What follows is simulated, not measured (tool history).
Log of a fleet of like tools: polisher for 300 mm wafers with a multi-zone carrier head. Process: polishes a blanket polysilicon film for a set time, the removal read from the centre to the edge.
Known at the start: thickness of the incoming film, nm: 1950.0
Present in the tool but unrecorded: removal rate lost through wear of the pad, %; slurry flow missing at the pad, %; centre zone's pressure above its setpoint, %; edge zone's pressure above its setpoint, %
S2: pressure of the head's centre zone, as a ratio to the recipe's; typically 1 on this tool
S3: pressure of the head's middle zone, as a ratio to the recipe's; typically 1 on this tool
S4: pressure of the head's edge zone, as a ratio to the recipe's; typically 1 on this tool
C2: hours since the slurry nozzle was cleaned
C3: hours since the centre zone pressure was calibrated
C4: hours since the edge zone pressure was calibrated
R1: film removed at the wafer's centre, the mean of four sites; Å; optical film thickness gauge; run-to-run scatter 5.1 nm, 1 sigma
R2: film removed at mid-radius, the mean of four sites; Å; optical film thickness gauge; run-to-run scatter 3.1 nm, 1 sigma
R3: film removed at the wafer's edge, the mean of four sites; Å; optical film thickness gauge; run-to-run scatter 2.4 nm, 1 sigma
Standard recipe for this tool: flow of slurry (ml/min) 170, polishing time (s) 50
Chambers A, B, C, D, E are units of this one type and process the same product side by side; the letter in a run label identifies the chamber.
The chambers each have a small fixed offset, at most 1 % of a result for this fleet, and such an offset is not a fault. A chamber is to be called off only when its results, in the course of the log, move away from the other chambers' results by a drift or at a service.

-- hour=1.2 chamber C: worn pad replaced by a new one
run 1E hour=3.9 | flow_of_slurry_(ml/min)=170 S2=1 S3=1 S4=1 polishing_time_(s)=50 | wafers_polished_on_this_pad=393 C2=116.5 C3=112.6 C4=332.9 | R1=3684.9 R2=3714.6 R3=3688.1
run 2B hour=9.5 | flow_of_slurry_(ml/min)=170 S2=1 S3=1 S4=1 polishing_time_(s)=50 | wafers_polished_on_this_pad=167 C2=702.2 C3=135.4 C4=1000.7 | R1=3637.7 R2=3691.8 R3=3662
run 3D hour=13.9 | flow_of_slurry_(ml/min)=170 S2=1 S3=1 S4=1 polishing_time_(s)=50 | wafers_polished_on_this_pad=739 C2=33.6 C3=100.3 C4=773.2 | R1=3748.7 R2=3618.9 R3=3660.2
-- hour=15.3 chamber B: slurry nozzle cleaned
run 4C hour=17 | flow_of_slurry_(ml/min)=170 S2=1 S3=1 S4=1 polishing_time_(s)=50 | wafers_polished_on_this_pad=208 C2=378.5 C3=200.5 C4=732.1 | R1=3743.3 R2=3663.1 R3=3648.2
-- hour=18.2 chamber E: worn pad replaced by a new one
-- hour=18.8 chamber A: worn pad replaced by a new one
run 5A hour=21.7 | flow_of_slurry_(ml/min)=170 S2=1 S3=1 S4=1 polishing_time_(s)=50 | wafers_polished_on_this_pad=39 C2=130.7 C3=583.5 C4=513.4 | R1=3722.7 R2=3641.4 R3=3625
run 6B hour=24.7 | flow_of_slurry_(ml/min)=170 S2=1 S3=1 S4=1 polishing_time_(s)=50 | wafers_polished_on_this_pad=367 C2=9.5 C3=150.6 C4=1015.9 | R1=3662.6 R2=3703.2 R3=3666.7
-- hour=27.2 chamber D: worn pad replaced by a new one
run 7D hour=27.3 | flow_of_slurry_(ml/min)=170 S2=1 S3=1 S4=1 polishing_time_(s)=50 | wafers_polished_on_this_pad=1 C2=47 C3=113.7 C4=786.6 | R1=3637.2 R2=3694.8 R3=3636.3
run 8A hour=31.4 | flow_of_slurry_(ml/min)=170 S2=1 S3=1 S4=1 polishing_time_(s)=50 | wafers_polished_on_this_pad=166 C2=140.4 C3=593.2 C4=523.1 | R1=3793.4 R2=3736.1 R3=3651.4
run 9E hour=34.4 | flow_of_slurry_(ml/min)=170 S2=1 S3=1 S4=1 polishing_time_(s)=50 | wafers_polished_on_this_pad=213 C2=147 C3=143.1 C4=363.4 | R1=3640 R2=3716.3 R3=3671.6
run 10C hour=39.8 | flow_of_slurry_(ml/min)=170 S2=1 S3=1 S4=1 polishing_time_(s)=50 | wafers_polished_on_this_pad=507 C2=401.3 C3=223.3 C4=754.9 | R1=3744.5 R2=3696.1 R3=3673.8
-- hour=44.1 chamber A: edge zone pressure recalibrated
run 11A hour=44.7 | flow_of_slurry_(ml/min)=120 S2=1 S3=1 S4=1.06 polishing_time_(s)=50 | wafers_polished_on_this_pad=341 C2=153.7 C3=606.5 C4=0.6 | R1=3373.4 R2=3398 R3=3575.9
run 12D hour=48.7 | flow_of_slurry_(ml/min)=120 S2=1 S3=1 S4=1.06 polishing_time_(s)=50 | wafers_polished_on_this_pad=282 C2=68.4 C3=135.1 C4=808 | R1=3365.3 R2=3435.1 R3=3553.6
run 13E hour=53.1 | flow_of_slurry_(ml/min)=120 S2=1 S3=1 S4=1.06 polishing_time_(s)=50 | wafers_polished_on_this_pad=459 C2=165.7 C3=161.8 C4=382.1 | R1=3356.7 R2=3379.3 R3=3619
run 14B hour=57.3 | flow_of_slurry_(ml/min)=120 S2=1 S3=1 S4=1.06 polishing_time_(s)=50 | wafers_polished_on_this_pad=795 C2=42.1 C3=183.2 C4=1048.5 | R1=3451.6 R2=3438.2 R3=3634.8
-- hour=58.7 chamber E: worn pad replaced by a new one
run 15C hour=60.8 | flow_of_slurry_(ml/min)=120 S2=1 S3=1 S4=1.06 polishing_time_(s)=50 | wafers_polished_on_this_pad=783 C2=422.3 C3=244.3 C4=775.9 | R1=3379.9 R2=3425.4 R3=3587.3
run 16A hour=65.9 | flow_of_slurry_(ml/min)=170 S2=1 S3=1 S4=1 polishing_time_(s)=50 | wafers_polished_on_this_pad=619 C2=174.9 C3=627.7 C4=21.8 | R1=3666 R2=3617 R3=3589.3
run 17B hour=68.8 | flow_of_slurry_(ml/min)=170 S2=1 S3=0.96 S4=1 polishing_time_(s)=64 | wafers_polished_on_this_pad=946 C2=53.6 C3=194.7 C4=1060 | R1=4664 R2=4526.7 R3=4698.4
run 18E hour=72.6 | flow_of_slurry_(ml/min)=170 S2=1 S3=0.96 S4=1 polishing_time_(s)=64 | wafers_polished_on_this_pad=183 C2=185.2 C3=181.3 C4=401.6 | R1=4686.1 R2=4538.5 R3=4714
run 19D hour=75.9 | flow_of_slurry_(ml/min)=170 S2=1 S3=0.96 S4=1 polishing_time_(s)=64 | wafers_polished_on_this_pad=639 C2=95.6 C3=162.3 C4=835.2 | R1=4640.5 R2=4567.7 R3=4685.7
-- hour=77.6 chamber A: worn pad replaced by a new one
-- hour=78 chamber C: worn pad replaced by a new one
run 20C hour=79 | flow_of_slurry_(ml/min)=170 S2=1 S3=0.96 S4=1 polishing_time_(s)=64 | wafers_polished_on_this_pad=14 C2=440.5 C3=262.5 C4=794.1 | R1=4768.5 R2=4592.4 R3=4669.9
-- hour=82.1 chamber C: edge zone pressure recalibrated
run 21E hour=82.8 | flow_of_slurry_(ml/min)=170 S2=1 S3=0.96 S4=1 polishing_time_(s)=64 | wafers_polished_on_this_pad=317 C2=195.4 C3=191.5 C4=411.8 | R1=4754.4 R2=4494.2 R3=4725.1
run 22D hour=86 | flow_of_slurry_(ml/min)=170 S2=1 S3=1 S4=1 polishing_time_(s)=50 | wafers_polished_on_this_pad=772 C2=105.7 C3=172.4 C4=845.3 | R1=3675.2 R2=3654.7 R3=3683.5
run 23A hour=90.3 | flow_of_slurry_(ml/min)=170 S2=1 S3=1 S4=1 polishing_time_(s)=50 | wafers_polished_on_this_pad=167 C2=199.3 C3=652.1 C4=46.2 | R1=3717.4 R2=3670.9 R3=3580.5
-- hour=94.8 chamber B: worn pad replaced by a new one
run 24C hour=95.9 | flow_of_slurry_(ml/min)=170 S2=1 S3=1 S4=1 polishing_time_(s)=50 | wafers_polished_on_this_pad=236 C2=457.4 C3=279.4 C4=13.8 | R1=3736.6 R2=3675.9 R3=3630.1
-- hour=96.8 chamber E: worn pad replaced by a new one
run 25B hour=99.1 | flow_of_slurry_(ml/min)=170 S2=1 S3=1 S4=1 polishing_time_(s)=50 | wafers_polished_on_this_pad=56 C2=83.9 C3=225 C4=1090.3 | R1=3715.2 R2=3706 R3=3698.3
run 26C hour=104.9 | flow_of_slurry_(ml/min)=170 S2=1 S3=1 S4=1 polishing_time_(s)=50 | wafers_polished_on_this_pad=354 C2=466.4 C3=288.4 C4=22.8 | R1=3821.8 R2=3669.4 R3=3630.8
run 27D hour=108.8 | flow_of_slurry_(ml/min)=170 S2=1 S3=1 S4=1 polishing_time_(s)=50 | wafers_polished_on_this_pad=1071 C2=128.5 C3=195.2 C4=868.1 | R1=3610.8 R2=3611.7 R3=3675.9
-- hour=111.9 chamber D: worn pad replaced by a new one
run 28E hour=112.4 | flow_of_slurry_(ml/min)=170 S2=1 S3=1 S4=1 polishing_time_(s)=50 | wafers_polished_on_this_pad=205 C2=225 C3=221.1 C4=441.4 | R1=3661.6 R2=3644.7 R3=3647.8
run 29A hour=115 | flow_of_slurry_(ml/min)=170 S2=1 S3=1 S4=1 polishing_time_(s)=50 | wafers_polished_on_this_pad=491 C2=224 C3=676.8 C4=70.9 | R1=3662.5 R2=3603.6 R3=3659.7
-- hour=115.4 chamber A: centre zone pressure recalibrated
run 30B hour=119.4 | flow_of_slurry_(ml/min)=170 S2=1 S3=1 S4=1 polishing_time_(s)=63 | wafers_polished_on_this_pad=322 C2=104.2 C3=245.3 C4=1110.6 | R1=4722.9 R2=4700.3 R3=4676.2
run 31A hour=123.9 | flow_of_slurry_(ml/min)=170 S2=1 S3=1 S4=1 polishing_time_(s)=63 | wafers_polished_on_this_pad=608 C2=232.9 C3=8.5 C4=79.8 | R1=4520 R2=4635.7 R3=4611.3
-- hour=126.6 chamber A: worn pad replaced by a new one
run 32B hour=128.2 | flow_of_slurry_(ml/min)=170 S2=1 S3=1 S4=1 polishing_time_(s)=63 | wafers_polished_on_this_pad=438 C2=113 C3=254.1 C4=1119.4 | R1=4615.6 R2=4613.7 R3=4693.9
run 33E hour=132.6 | flow_of_slurry_(ml/min)=170 S2=1 S3=1 S4=1 polishing_time_(s)=63 | wafers_polished_on_this_pad=470 C2=245.2 C3=241.3 C4=461.6 | R1=4657.6 R2=4598.4 R3=4647.1
run 34D hour=135.2 | flow_of_slurry_(ml/min)=170 S2=1 S3=1 S4=1 polishing_time_(s)=63 | wafers_polished_on_this_pad=306 C2=154.9 C3=221.6 C4=894.5 | R1=4648.3 R2=4612 R3=4580.4
-- hour=136.8 chamber E: worn pad replaced by a new one
-- hour=137 chamber B: edge zone pressure recalibrated
run 35C hour=140.3 | flow_of_slurry_(ml/min)=170 S2=1 S3=1 S4=1 polishing_time_(s)=50 | wafers_polished_on_this_pad=818 C2=501.8 C3=323.8 C4=58.2 | R1=3603.6 R2=3743 R3=3653
run 36D hour=144.3 | flow_of_slurry_(ml/min)=170 S2=1 S3=1 S4=1 polishing_time_(s)=50 | wafers_polished_on_this_pad=425 C2=164 C3=230.7 C4=903.6 | R1=3692.4 R2=3641.6 R3=3647.2
run 37E hour=150.1 | flow_of_slurry_(ml/min)=195 S2=0.89 S3=1 S4=1 polishing_time_(s)=50 | wafers_polished_on_this_pad=174 C2=262.7 C3=258.8 C4=479.1 | R1=3211.3 R2=3748.8 R3=3744.7
run 38B hour=154.7 | flow_of_slurry_(ml/min)=195 S2=0.89 S3=1 S4=1 polishing_time_(s)=50 | wafers_polished_on_this_pad=786 C2=139.5 C3=280.6 C4=17.7 | R1=3298.9 R2=3753.1 R3=3743.9
run 39A hour=157.8 | flow_of_slurry_(ml/min)=195 S2=0.89 S3=1 S4=1 polishing_time_(s)=50 | wafers_polished_on_this_pad=410 C2=266.8 C3=42.4 C4=113.7 | R1=3313.1 R2=3738.8 R3=3711.3
run 40C hour=162.2 | flow_of_slurry_(ml/min)=195 S2=0.89 S3=1 S4=1 polishing_time_(s)=50 | wafers_polished_on_this_pad=1106 C2=523.7 C3=345.7 C4=80.1 | R1=3362.7 R2=3740.9 R3=3742.4
-- hour=164.1 chamber C: worn pad replaced by a new one
run 41B hour=167.9 | flow_of_slurry_(ml/min)=195 S2=0.89 S3=1 S4=1 polishing_time_(s)=50 | wafers_polished_on_this_pad=959 C2=152.7 C3=293.8 C4=30.9 | R1=3328.5 R2=3775.6 R3=3741.5
run 42C hour=172.1 | flow_of_slurry_(ml/min)=170 S2=1 S3=1 S4=1 polishing_time_(s)=50 | wafers_polished_on_this_pad=105 C2=533.6 C3=355.6 C4=90 | R1=3696.3 R2=3690 R3=3631.7
run 43D hour=176.9 | flow_of_slurry_(ml/min)=170 S2=1 S3=1 S4=1 polishing_time_(s)=50 | wafers_polished_on_this_pad=853 C2=196.6 C3=263.3 C4=936.2 | R1=3542.4 R2=3692.3 R3=3652.3

All 5 chambers run these settings next. Forecast each chamber's results:
run 44A hour=181.2 | flow_of_slurry_(ml/min)=170 S2=1 S3=1 S4=1 polishing_time_(s)=50 | R1=? R2=? R3=?
run 44B hour=181.2 | flow_of_slurry_(ml/min)=170 S2=1 S3=1 S4=1 polishing_time_(s)=50 | R1=? R2=? R3=?
run 44C hour=181.2 | flow_of_slurry_(ml/min)=170 S2=1 S3=1 S4=1 polishing_time_(s)=50 | R1=? R2=? R3=?
run 44D hour=181.2 | flow_of_slurry_(ml/min)=170 S2=1 S3=1 S4=1 polishing_time_(s)=50 | R1=? R2=? R3=?
run 44E hour=181.2 | flow_of_slurry_(ml/min)=170 S2=1 S3=1 S4=1 polishing_time_(s)=50 | R1=? R2=? R3=?

run=44A R1=3711.6 R2=3650.4 R3=3642.8
run=44B R1=3720 R2=3694 R3=3723.2
run=44C R1=3660.4 R2=3698 R3=3648.9
run=44D R1=3647 R2=3604.9 R3=3704.9
run=44E R1=3641.3 R2=3693.6 R3=3693.7

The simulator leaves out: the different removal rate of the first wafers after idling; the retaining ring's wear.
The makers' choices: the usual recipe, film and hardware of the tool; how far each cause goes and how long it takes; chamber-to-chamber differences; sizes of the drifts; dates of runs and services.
